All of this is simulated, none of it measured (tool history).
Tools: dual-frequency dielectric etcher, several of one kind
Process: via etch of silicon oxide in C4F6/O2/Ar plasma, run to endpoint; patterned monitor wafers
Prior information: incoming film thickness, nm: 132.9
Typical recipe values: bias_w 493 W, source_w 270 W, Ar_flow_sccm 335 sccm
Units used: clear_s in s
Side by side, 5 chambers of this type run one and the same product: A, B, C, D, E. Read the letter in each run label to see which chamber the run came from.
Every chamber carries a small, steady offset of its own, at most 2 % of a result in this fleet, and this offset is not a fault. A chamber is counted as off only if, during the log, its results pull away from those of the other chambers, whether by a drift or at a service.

run,hour,bias_w,source_w,Ar_flow_sccm,clear_s
1E,3.4,493,270,335,34.272
# hour 8.4: chamber C: wet clean of the chamber
2C,8.8,493,270,335,34.404
3B,13.3,493,270,335,34.492
4D,19.9,493,270,335,33.733
5A,27,493,270,335,34.175
6E,30.7,493,270,335,34.276
7D,38.1,493,270,335,33.846
8C,42.1,493,270,335,34.338
9B,47.9,493,270,335,34.42
10A,51.5,493,270,335,34.133
11B,56.3,493,270,369,34.606
# hour 56.6: chamber D: bias power generator calibrated
12D,63.9,493,270,369,34.265
13E,68.7,493,270,369,34.868
14A,75.5,493,270,369,34.408
15C,79.8,493,270,369,34.896
16E,84,493,270,335,34.751
17D,87.7,493,270,335,33.886
18B,95.1,493,270,335,34.369
19C,100.4,493,270,335,34.547
# hour 104: chamber D: Ar flow controller replaced
20A,107.3,493,270,335,34.212
21C,112.2,493,270,335,34.578
22B,116.4,493,270,335,34.277
23D,119.8,493,270,335,33.939
24A,124,493,270,335,34.217
25E,128,493,270,335,34.428
26D,134.7,493,290,306,32.679
27B,141.4,493,290,306,33.073
28A,147.9,493,290,306,33.024
29E,153.9,493,290,306,33.297
30C,157.9,493,290,306,33.295
31C,164.1,493,310,335,32.97
# hour 167.9: chamber B: wet clean of the chamber
32E,169.3,493,310,335,32.905
33B,174.6,493,310,335,32.832
34A,178.4,493,310,335,32.217
35D,182.8,493,310,335,32.321
36D,189.5,493,270,335,33.724
37B,192.9,493,270,335,34.335
38C,197.8,493,270,335,34.47

Is one chamber out of step, is the gauge drifting, or do the chambers differ by no more than their own small offsets? For an off chamber, give its letter and the likeliest cause.

No chamber is off and the gauge is stable; the differences are just each chamber's small, constant offset.

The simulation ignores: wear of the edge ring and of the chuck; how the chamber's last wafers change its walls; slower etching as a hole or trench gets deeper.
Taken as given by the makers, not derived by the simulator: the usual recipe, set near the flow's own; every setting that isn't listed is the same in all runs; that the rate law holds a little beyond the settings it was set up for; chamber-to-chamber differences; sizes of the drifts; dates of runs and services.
